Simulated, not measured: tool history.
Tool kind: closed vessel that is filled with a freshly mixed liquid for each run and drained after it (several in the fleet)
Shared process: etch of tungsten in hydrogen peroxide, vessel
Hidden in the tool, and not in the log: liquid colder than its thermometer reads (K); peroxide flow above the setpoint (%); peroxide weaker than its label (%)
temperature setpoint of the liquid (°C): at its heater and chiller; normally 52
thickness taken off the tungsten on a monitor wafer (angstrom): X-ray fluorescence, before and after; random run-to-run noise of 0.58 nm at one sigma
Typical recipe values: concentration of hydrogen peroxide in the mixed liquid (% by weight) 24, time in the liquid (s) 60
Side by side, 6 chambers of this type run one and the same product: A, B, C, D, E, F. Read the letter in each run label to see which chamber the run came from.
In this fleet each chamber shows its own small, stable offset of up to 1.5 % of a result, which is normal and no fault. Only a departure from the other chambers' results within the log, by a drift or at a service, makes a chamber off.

| run | hour | temperature setpoint of the liquid (°C) | concentration of hydrogen peroxide in the mixed liquid (% by weight) | time in the liquid (s) | hours since the thermometer was replaced | hours since the peroxide flow meter was replaced | hours since the drum of peroxide was connected | read-back film thickness of the tungsten reference wafer, read on the same gauge (nm) | thickness taken off the tungsten on a monitor wafer (angstrom) |
|---|---|---|---|---|---|---|---|---|---|
| 1D | 10.3 | 52 | 24 | 60 | 55.8 | 301.8 | 476.8 | 120 | 1115.4 |
|  | 15.8 | chamber C: new drum of peroxide connected |
| 2C | 20.2 | 52 | 24 | 60 | 779.2 | 280.9 | 4.5 | 119.96 | 1093.1 |
| 3F | 32.1 | 52 | 24 | 60 | 1208.9 | 103 | 588.5 | 119.93 | 1101.6 |
| 4E | 40 | 52 | 24 | 60 | 1204 | 605.9 | 903.7 | 119.98 | 1097.1 |
|  | 52.8 | chamber F: new drum of peroxide connected |
| 5B | 54.8 | 52 | 24 | 60 | 90.1 | 852 | 587.6 | 120 | 1101.2 |
| 6A | 62.2 | 56.5 | 24 | 60 | 351.1 | 765.6 | 543.4 | 119.99 | 1438.6 |
| 7E | 70 | 56.5 | 24 | 60 | 1234 | 635.9 | 933.7 | 119.97 | 1444.3 |
| 8F | 84.2 | 56.5 | 24 | 60 | 1261 | 155.1 | 31.5 | 120 | 1443.5 |
|  | 94.6 | chamber E: new drum of peroxide connected |
| 9A | 97.6 | 56.5 | 24 | 60 | 386.5 | 801 | 578.8 | 120.01 | 1433.4 |
| 10C | 105.1 | 56.5 | 24 | 60 | 864.1 | 365.8 | 89.4 | 120 | 1439.3 |
| 11D | 119.4 | 56.5 | 24 | 60 | 164.9 | 410.9 | 585.9 | 119.95 | 1449.9 |
| 12B | 134.4 | 52 | 24 | 60 | 169.7 | 931.6 | 667.2 | 119.99 | 1089.5 |
| 13E | 145.1 | 52 | 24 | 60 | 1309.1 | 711 | 50.5 | 119.98 | 1103.8 |
| 14F | 158.3 | 52 | 24 | 60 | 1335.1 | 229.2 | 105.6 | 120.04 | 1114.8 |
| 15B | 172.8 | 52 | 24 | 60 | 208.1 | 970 | 705.6 | 120.01 | 1092.2 |
| 16C | 180.9 | 52 | 24 | 45 | 939.9 | 441.6 | 165.2 | 120.05 | 819.08 |
| 17D | 195.6 | 52 | 24 | 45 | 241.1 | 487.1 | 662.1 | 119.99 | 830.74 |
|  | 203.3 | chamber A: peroxide flow meter replaced |
|  | 209.7 | chamber D: peroxide flow meter replaced |
| 18A | 210.4 | 52 | 24 | 45 | 499.3 | 7.2 | 691.6 | 120.06 | 809.01 |
|  | 215.2 | chamber A: new drum of peroxide connected |
| 19A | 226.6 | 52 | 24 | 45 | 515.5 | 23.4 | 11.5 | 120 | 821.38 |
|  | 232.7 | chamber B: peroxide flow meter replaced |
| 20D | 238.2 | 52 | 24 | 45 | 283.7 | 28.5 | 704.7 | 119.95 | 835.26 |
| 21F | 248.8 | 52 | 24 | 45 | 1425.6 | 319.7 | 196.1 | 120 | 833.9 |
| 22C | 264.4 | 52 | 24 | 60 | 1023.4 | 525.1 | 248.7 | 120.01 | 1097.9 |
| 23E | 271.8 | 58.5 | 21.5 | 60 | 1435.8 | 837.7 | 177.2 | 120.03 | 1540.6 |
|  | 273.4 | chamber A: thermometer replaced |
| 24B | 282.3 | 58.5 | 21.5 | 60 | 317.6 | 49.7 | 815.1 | 120 | 1519.9 |
| 25A | 290.1 | 58.5 | 21.5 | 60 | 16.8 | 86.9 | 75 | 120 | 1512.1 |
| 26F | 298.8 | 58.5 | 21.5 | 60 | 1475.6 | 369.7 | 246.1 | 120.02 | 1539.4 |
| 27E | 314.2 | 58.5 | 21.5 | 60 | 1478.2 | 880.1 | 219.6 | 119.97 | 1515.3 |
| 28C | 330.1 | 58.5 | 21.5 | 60 | 1089.1 | 590.8 | 314.4 | 119.97 | 1526.7 |
| 29D | 342.9 | 52 | 24 | 60 | 388.4 | 133.2 | 809.4 | 119.93 | 1105.1 |
| 30B | 356.4 | 52 | 24 | 60 | 391.7 | 123.8 | 889.2 | 120.05 | 1094.2 |
| 31E | 363.8 | 52 | 24 | 60 | 1527.8 | 929.7 | 269.2 | 120.02 | 1103.1 |
| 32C | 372.2 | 52 | 24 | 60 | 1131.2 | 632.9 | 356.5 | 120.02 | 1096.4 |
| 33A | 382.2 | 52 | 18 | 40 | 108.9 | 179 | 167.1 | 120.08 | 627.84 |
| 34D | 396 | 52 | 18 | 40 | 441.5 | 186.3 | 862.5 | 119.99 | 640.61 |
| 35B | 406 | 52 | 18 | 40 | 441.3 | 173.4 | 938.8 | 120 | 631.11 |
| 36F | 413.8 | 52 | 18 | 40 | 1590.6 | 484.7 | 361.1 | 119.96 | 644.09 |
| 37B | 424.1 | 52 | 18 | 40 | 459.4 | 191.5 | 956.9 | 120.01 | 631.13 |
| 38D | 434.1 | 52 | 18 | 40 | 479.6 | 224.4 | 900.6 | 120.01 | 644.93 |
| 39F | 449.2 | 52 | 24 | 60 | 1626 | 520.1 | 396.5 | 120.03 | 1108.6 |
| 40C | 458.9 | 52 | 24 | 60 | 1217.9 | 719.6 | 443.2 | 119.95 | 1091.6 |
| 41E | 471.3 | 52 | 24 | 60 | 1635.3 | 1037.2 | 376.7 | 120.02 | 1099.6 |

Which is it: a chamber that has drifted or been left off by a service, a gauge drift common to all chambers, or only each chamber's usual small offset? If a chamber is off, name it and its likeliest cause.

No chamber is off and the gauge is stable; the differences are just each chamber's small, constant offset.
